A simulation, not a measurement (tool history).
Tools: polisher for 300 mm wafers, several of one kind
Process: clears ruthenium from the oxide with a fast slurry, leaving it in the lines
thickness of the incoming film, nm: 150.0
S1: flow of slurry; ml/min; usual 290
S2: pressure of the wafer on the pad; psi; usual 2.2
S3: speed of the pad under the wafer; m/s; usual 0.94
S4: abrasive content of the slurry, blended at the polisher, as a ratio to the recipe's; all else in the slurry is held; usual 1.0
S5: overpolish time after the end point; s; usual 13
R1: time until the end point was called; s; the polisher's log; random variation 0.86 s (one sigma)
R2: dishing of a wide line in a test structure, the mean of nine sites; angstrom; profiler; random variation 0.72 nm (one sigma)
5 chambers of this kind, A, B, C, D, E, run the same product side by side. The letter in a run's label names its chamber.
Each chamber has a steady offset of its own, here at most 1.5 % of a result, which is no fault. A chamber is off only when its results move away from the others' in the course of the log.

| run | day | S1 | S2 | S3 | S4 | S5 | R1 | R2 |
|---|---|---|---|---|---|---|---|---|
| 1C | 0.150 | 290 | 2.2 | 0.94 | 1.0 | 13 | 46.883 | 342.82 |
|  | 0.258 | chamber B: slurry nozzle cleaned |
| 2B | 0.300 | 290 | 2.2 | 0.94 | 1.0 | 13 | 48.400 | 335.37 |
| 3A | 0.512 | 290 | 2.2 | 0.94 | 1.0 | 13 | 48.820 | 335.47 |
|  | 0.688 | chamber D: worn pad replaced by a new one |
| 4D | 0.700 | 290 | 2.2 | 0.94 | 1.0 | 13 | 50.419 | 334.41 |
|  | 0.725 | chamber A: worn pad replaced by a new one |
|  | 0.854 | chamber C: worn pad replaced by a new one |
| 5E | 0.883 | 290 | 2.2 | 0.94 | 1.0 | 13 | 48.272 | 331.06 |
| 6E | 1.058 | 290 | 2.2 | 0.94 | 1.0 | 13 | 48.961 | 337.97 |
| 7A | 1.175 | 290 | 2.2 | 0.94 | 1.0 | 13 | 47.319 | 324.67 |
|  | 1.292 | chamber E: worn pad replaced by a new one |
| 8C | 1.329 | 290 | 2.2 | 0.82 | 1.0 | 13 | 55.062 | 298.56 |
| 9D | 1.562 | 290 | 2.2 | 0.82 | 1.0 | 13 | 55.603 | 300.19 |
| 10B | 1.779 | 290 | 2.2 | 0.82 | 1.0 | 13 | 55.123 | 298.52 |
|  | 1.879 | chamber B: worn pad replaced by a new one |
| 11E | 1.975 | 290 | 2.2 | 0.82 | 1.0 | 13 | 55.559 | 297.01 |
|  | 2.138 | chamber E: slurry blender recalibrated |
| 12D | 2.167 | 290 | 2.2 | 0.82 | 1.0 | 13 | 57.011 | 296.19 |
|  | 2.296 | chamber D: slurry blender recalibrated |
|  | 2.358 | chamber C: worn pad replaced by a new one |
| 13C | 2.358 | 290 | 2.2 | 0.94 | 1.0 | 13 | 48.512 | 334.70 |
| 14A | 2.567 | 290 | 2.2 | 1.04 | 1.0 | 6 | 44.287 | 177.61 |
|  | 2.675 | chamber E: worn pad replaced by a new one |
| 15B | 2.704 | 290 | 2.2 | 1.04 | 1.0 | 6 | 45.279 | 175.46 |
| 16C | 2.850 | 290 | 2.2 | 1.04 | 1.0 | 6 | 43.450 | 184.93 |
| 17B | 3.012 | 290 | 2.2 | 1.04 | 1.0 | 6 | 45.722 | 174.62 |
| 18E | 3.167 | 290 | 2.2 | 1.04 | 1.0 | 6 | 42.751 | 174.43 |
|  | 3.188 | chamber E: slurry nozzle cleaned |
| 19A | 3.417 | 290 | 2.2 | 0.94 | 1.0 | 13 | 50.666 | 334.50 |
| 20D | 3.538 | 290 | 2.2 | 0.94 | 1.0 | 13 | 50.266 | 331.90 |
|  | 3.642 | chamber D: head pressure recalibrated |
|  | 3.733 | chamber C: worn pad replaced by a new one |
| 21B | 3.746 | 290 | 2.2 | 0.94 | 1.0 | 13 | 48.948 | 346.00 |
|  | 3.921 | chamber A: slurry blender recalibrated |
| 22E | 3.958 | 290 | 2.2 | 0.94 | 1.0 | 13 | 49.491 | 341.19 |
| 23D | 4.217 | 290 | 2.2 | 0.94 | 1.0 | 13 | 48.713 | 330.25 |
|  | 4.342 | chamber E: worn pad replaced by a new one |
|  | 4.358 | chamber B: worn pad replaced by a new one |
|  | 4.404 | chamber D: worn pad replaced by a new one |
| 24A | 4.475 | 290 | 2.2 | 0.94 | 1.0 | 13 | 50.123 | 332.02 |
|  | 4.604 | chamber A: worn pad replaced by a new one |
| 25C | 4.667 | 290 | 2.2 | 0.94 | 1.0 | 13 | 48.573 | 337.99 |
| 26B | 4.783 | 290 | 2.2 | 0.94 | 1.0 | 13 | 49.372 | 326.24 |
| 27E | 4.992 | 290 | 2.2 | 0.94 | 1.0 | 13 | 48.688 | 334.00 |
|  | 5.100 | chamber C: slurry blender recalibrated |
| 28A | 5.162 | 290 | 2.2 | 0.94 | 1.0 | 13 | 48.705 | 324.06 |
|  | 5.212 | chamber C: worn pad replaced by a new one |
| 29C | 5.358 | 290 | 2.2 | 0.94 | 1.0 | 13 | 49.879 | 334.61 |
| 30D | 5.612 | 290 | 2.2 | 0.94 | 1.0 | 13 | 49.082 | 335.96 |
| 31B | 5.733 | 290 | 2.2 | 0.94 | 1.0 | 13 | 51.005 | 343.81 |
|  | 5.812 | chamber E: worn pad replaced by a new one |
| 32C | 5.925 | 290 | 2.2 | 0.94 | 1.0 | 13 | 49.603 | 336.26 |
| 33D | 6.138 | 290 | 2.2 | 0.94 | 1.0 | 13 | 48.373 | 329.13 |
| 34A | 6.404 | 290 | 2.2 | 0.94 | 1.1 | 13 | 47.718 | 328.72 |
| 35E | 6.546 | 290 | 2.2 | 0.94 | 1.1 | 13 | 47.653 | 346.21 |

Next, every chamber runs the same settings. What will each give?
| 36A | 6.738 | 290 | 2.2 | 0.94 | 1.0 | 13 | ? | ? |
| 36B | 6.738 | 290 | 2.2 | 0.94 | 1.0 | 13 | ? | ? |
| 36C | 6.738 | 290 | 2.2 | 0.94 | 1.0 | 13 | ? | ? |
| 36D | 6.738 | 290 | 2.2 | 0.94 | 1.0 | 13 | ? | ? |
| 36E | 6.738 | 290 | 2.2 | 0.94 | 1.0 | 13 | ? | ? |

| run | R1 | R2 |
|---|---|---|
| 36A | 49.304 | 335.10 |
| 36B | 49.586 | 321.73 |
| 36C | 47.276 | 327.61 |
| 36D | 49.374 | 333.49 |
| 36E | 48.701 | 331.73 |
